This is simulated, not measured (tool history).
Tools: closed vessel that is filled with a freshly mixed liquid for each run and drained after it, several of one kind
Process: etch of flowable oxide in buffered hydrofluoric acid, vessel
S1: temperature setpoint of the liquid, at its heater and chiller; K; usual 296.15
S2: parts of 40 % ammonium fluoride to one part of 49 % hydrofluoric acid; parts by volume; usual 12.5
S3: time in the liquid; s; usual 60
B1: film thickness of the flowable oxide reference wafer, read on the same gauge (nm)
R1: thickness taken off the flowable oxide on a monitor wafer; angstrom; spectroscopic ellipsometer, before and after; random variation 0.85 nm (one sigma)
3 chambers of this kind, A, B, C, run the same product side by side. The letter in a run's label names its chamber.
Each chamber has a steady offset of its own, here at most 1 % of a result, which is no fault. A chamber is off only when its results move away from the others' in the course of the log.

Run 1C, hour 6.7: usual settings; B1 59.984. Result: R1 1202.1 angstrom.
Run 2B, hour 12.8: usual settings; B1 60.01. Result: R1 1217.7 angstrom.
Run 3A, hour 16.9: usual settings; B1 60.034. Result: R1 1200.4 angstrom.
Run 4C, hour 21.6: usual settings; B1 59.994. Result: R1 1218.9 angstrom.
Run 5B, hour 28.3: usual settings; B1 59.988. Result: R1 1218.5 angstrom.
Run 6A, hour 34.8: usual settings; B1 59.981. Result: R1 1210.4 angstrom.
At hour 35.2: chamber A: hydrofluoric acid flow meter replaced.
Run 7A, hour 42.2: usual settings; B1 59.99. Result: R1 1205.4 angstrom.
Run 8B, hour 49.2: usual settings but S1 293.65 K; B1 60.01. Result: R1 1066.1 angstrom.
At hour 52.3: chamber B: thermometer replaced.
Run 9C, hour 53.8: usual settings but S1 293.65 K; B1 60.025. Result: R1 1059.6 angstrom.
Run 10B, hour 58.1: usual settings but S1 293.65 K; B1 60.011. Result: R1 1056.2 angstrom.
Run 11A, hour 63: usual settings; B1 60.032. Result: R1 1211.6 angstrom.
Run 12C, hour 67.2: usual settings; B1 59.982. Result: R1 1188.8 angstrom.
At hour 68: chamber C: hydrofluoric acid flow meter replaced.
Run 13B, hour 74.5: usual settings but S1 292.65 K, S2 9.5 parts by volume; B1 60.01. Result: R1 1291.1 angstrom.
Run 14C, hour 82: usual settings but S1 292.65 K, S2 9.5 parts by volume; B1 59.987. Result: R1 1287.4 angstrom.
Run 15A, hour 89.1: usual settings but S1 292.65 K, S2 9.5 parts by volume; B1 60.024. Result: R1 1278 angstrom.
Run 16A, hour 93.6: usual settings; B1 60.014. Result: R1 1227 angstrom.
Run 17C, hour 98.1: usual settings; B1 59.988. Result: R1 1213.1 angstrom.
Run 18B, hour 104.6: usual settings; B1 60.021. Result: R1 1194.6 angstrom.
Run 19C, hour 111.3: usual settings; B1 59.984. Result: R1 1218.2 angstrom.
Run 20A, hour 118.1: usual settings but S1 300.15 K, S2 16 parts by volume; B1 59.985. Result: R1 1174.9 angstrom.
Run 21B, hour 123.7: usual settings but S1 300.15 K, S2 16 parts by volume; B1 60.001. Result: R1 1223.6 angstrom.
Run 22A, hour 127.5: usual settings but S1 300.15 K, S2 16 parts by volume; B1 59.984. Result: R1 1187.8 angstrom.
At hour 128.9: chamber C: thermometer replaced.
Run 23C, hour 134.4: usual settings but S1 300.65 K, S3 90 s; B1 60.026. Result: R1 2359.7 angstrom.
Run 24B, hour 140.2: usual settings but S1 300.65 K, S3 90 s; B1 59.995. Result: R1 2397.9 angstrom.
Run 25C, hour 147.2: usual settings but S1 300.65 K, S3 90 s; B1 59.999. Result: R1 2295.7 angstrom.
Run 26A, hour 151.1: usual settings; B1 60.003. Result: R1 1219.8 angstrom.
Run 27B, hour 155: usual settings; B1 60.016. Result: R1 1249 angstrom.
Run 28B, hour 162.1: usual settings; B1 60.008. Result: R1 1268.2 angstrom.
Run 29A, hour 165.8: usual settings; B1 59.992. Result: R1 1206.2 angstrom.
Run 30C, hour 171.1: usual settings but S2 10 parts by volume, S3 90 s; B1 60.005. Result: R1 2243.5 angstrom.
Run 31A, hour 178.4: usual settings but S2 10 parts by volume, S3 90 s; B1 60.033. Result: R1 2223.8 angstrom.
Run 32C, hour 182.7: usual settings but S2 10 parts by volume, S3 90 s; B1 59.993. Result: R1 2268.7 angstrom.
Run 33B, hour 186.5: usual settings; B1 60.022. Result: R1 1297.1 angstrom.
Run 34C, hour 191.4: usual settings; B1 59.978. Result: R1 1202.9 angstrom.
Run 35A, hour 196.7: usual settings; B1 60.002. Result: R1 1219.8 angstrom.
Run 36B, hour 202.7: usual settings; B1 60.011. Result: R1 1286.6 angstrom.
Run 37C, hour 207.4: usual settings; B1 59.98. Result: R1 1213.4 angstrom.
Run 38B, hour 214: usual settings but S1 297.65 K; B1 60.007. Result: R1 1417.6 angstrom.
Run 39A, hour 220.4: usual settings but S1 297.65 K; B1 60.006. Result: R1 1320.5 angstrom.
Run 40A, hour 225.7: usual settings but S1 297.65 K; B1 60. Result: R1 1311.6 angstrom.
Run 41C, hour 232.6: usual settings; B1 59.987. Result: R1 1210.4 angstrom.
At hour 238.5: chamber A: thermometer replaced.
Run 42B, hour 238.8: usual settings; B1 60.01. Result: R1 1330.9 angstrom.
Run 43A, hour 246.2: usual settings; B1 60.003. Result: R1 1204.4 angstrom.

What goes on in this fleet: one chamber off, a drifting gauge, or nothing beyond the chambers' own small offsets? Name the chamber and the cause, if any.

Chamber B drifts away from the others.
Cause: hydrofluoric acid flow above the setpoint (%) = 10.6.
The log may not tell that from: liquid hotter than its thermometer reads (K).

Here are 4 candidates for chamber B's next run, each the usual settings with a change, their results left as question marks. Which one brings its results back in line with what the others give on the usual settings?
In line means no further than this from the other chambers' mean on the usual settings: R1 30 angstrom
Run 44B-1, hour 251.6: usual settings but S1 295.65 K, S2 13.5 parts by volume. Result: R1 ?.
Run 44B-2, hour 251.6: usual settings but S1 295.65 K, S3 50 s. Result: R1 ?.
Run 44B-3, hour 251.6: usual settings but S1 296.65 K, S2 11.5 parts by volume. Result: R1 ?.
Run 44B-4, hour 251.6: usual settings but S1 297.15 K, S3 70 s. Result: R1 ?.

The other chambers' mean on the usual settings: R1 1205.1 angstrom
  run      R1
44B-1  1206.8
44B-2  1085.4
44B-3  1495.2
44B-4  1650.6
44B-1 brings the chamber back in line.
